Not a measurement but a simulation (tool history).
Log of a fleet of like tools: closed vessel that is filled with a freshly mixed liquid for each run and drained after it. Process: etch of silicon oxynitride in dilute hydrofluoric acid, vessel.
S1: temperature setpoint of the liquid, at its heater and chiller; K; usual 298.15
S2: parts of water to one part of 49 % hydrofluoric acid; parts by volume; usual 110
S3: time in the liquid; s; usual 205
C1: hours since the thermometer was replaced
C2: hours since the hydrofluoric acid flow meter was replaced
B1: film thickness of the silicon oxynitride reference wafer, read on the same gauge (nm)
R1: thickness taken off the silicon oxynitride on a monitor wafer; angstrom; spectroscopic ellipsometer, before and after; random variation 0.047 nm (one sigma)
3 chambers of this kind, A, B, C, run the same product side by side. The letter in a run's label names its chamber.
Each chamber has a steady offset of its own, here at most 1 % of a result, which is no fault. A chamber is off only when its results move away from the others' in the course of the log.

run   hour      S1   S2   S3      C1      C2      B1      R1
 1C    7.9  298.15  110  205   713.7    76.6  90.024  57.262
 2B   12.6  298.15  110  205   515.2   942.9      90  58.122
 3A   18.2  298.15  110  205   935.8  1439.5  89.982  58.658
 4A   23.3  298.15  110  205   940.9  1444.6  90.004  57.839
 5B   30.7  298.15  110  205   533.3     961  90.012  57.093
 6C   37.7  300.65  110   85   743.5   106.4  89.965  27.289
 7A   43.3  300.65  110   85   960.9  1464.6   90.01  26.888
 8B   49.1  300.65  110   85   551.7   979.4   90.01  26.485
 9C   55.6  298.15  110  205   761.4   124.3  90.022  57.444
10A   59.4  294.65  110  275     977  1480.7  89.996  65.868
11B   65.5  294.65  110  275   568.1   995.8  90.009  65.786
12C   69.8  294.65  110  275   775.6   138.5  90.007  65.446
13B   76.2  295.15  110  165   578.8  1006.5  89.989  40.436
14A   82.2  295.15  110  165   999.8  1503.5  89.998  40.679
15C   86.2  295.15  110  165     792   154.9  90.025  40.987
16B   91.4  298.15  110  205     594  1021.7  89.991  57.053
17C   95.9  298.15   65  205   801.7   164.6  89.978  101.85
18A  101.9  298.15   65  205  1019.5  1523.2  90.012  104.79
19B  109.1  298.15   65  205   611.7  1039.4  90.044  96.554
     110.1  -- chamber A: hydrofluoric acid flow meter replaced
20A    116  298.15  110  205  1033.6     5.9  90.012  59.542
21C  120.5  298.15  110  205   826.3   189.2  89.993  57.766
22A  128.6  298.15  110  205  1046.2    18.5  89.981  57.979
23B  134.6  298.15  150  205   637.2  1064.9  89.976   38.34
24C  142.4  298.15  150  205   848.2   211.1  90.009  40.853
25B  148.6  298.15  150  205   651.2  1078.9  90.022  37.596
26C    154  298.15  110  205   859.8   222.7  90.018  58.943
27A    162  298.15  110  205  1079.6    51.9  90.011  59.263
28A  166.2  298.15  110  205  1083.8    56.1  89.991  57.768
29B  171.7  298.15  110  205   674.3    1102  90.019  52.191

Is one chamber off against the others, does the gauge drift, or is nothing wrong? If a chamber is off, say which, and what the likeliest cause is.

Chamber B drifts away from the others.
Cause: hydrofluoric acid flow below the setpoint (%) = 9.73.
The log may not tell that from: liquid colder than its thermometer reads (K).

Here are 4 candidates for chamber B's next run, each the usual settings with a change, their results left as question marks. Which one brings its results back in line with what the others give on the usual settings?
In line means no further than this from the other chambers' mean on the usual settings: R1 1.6 angstrom
30B-1  177.5  297.15  110  205               ?
30B-2  177.5  300.65  110  205               ?
30B-3  177.5  298.15  105  205               ?
30B-4  177.5  295.65  110  205               ?

The other chambers' mean on the usual settings: R1 58.236 angstrom
  run      R1
30B-1  49.128
30B-2  57.688
30B-3  54.121
30B-4  45.787
30B-2 brings the chamber back in line.

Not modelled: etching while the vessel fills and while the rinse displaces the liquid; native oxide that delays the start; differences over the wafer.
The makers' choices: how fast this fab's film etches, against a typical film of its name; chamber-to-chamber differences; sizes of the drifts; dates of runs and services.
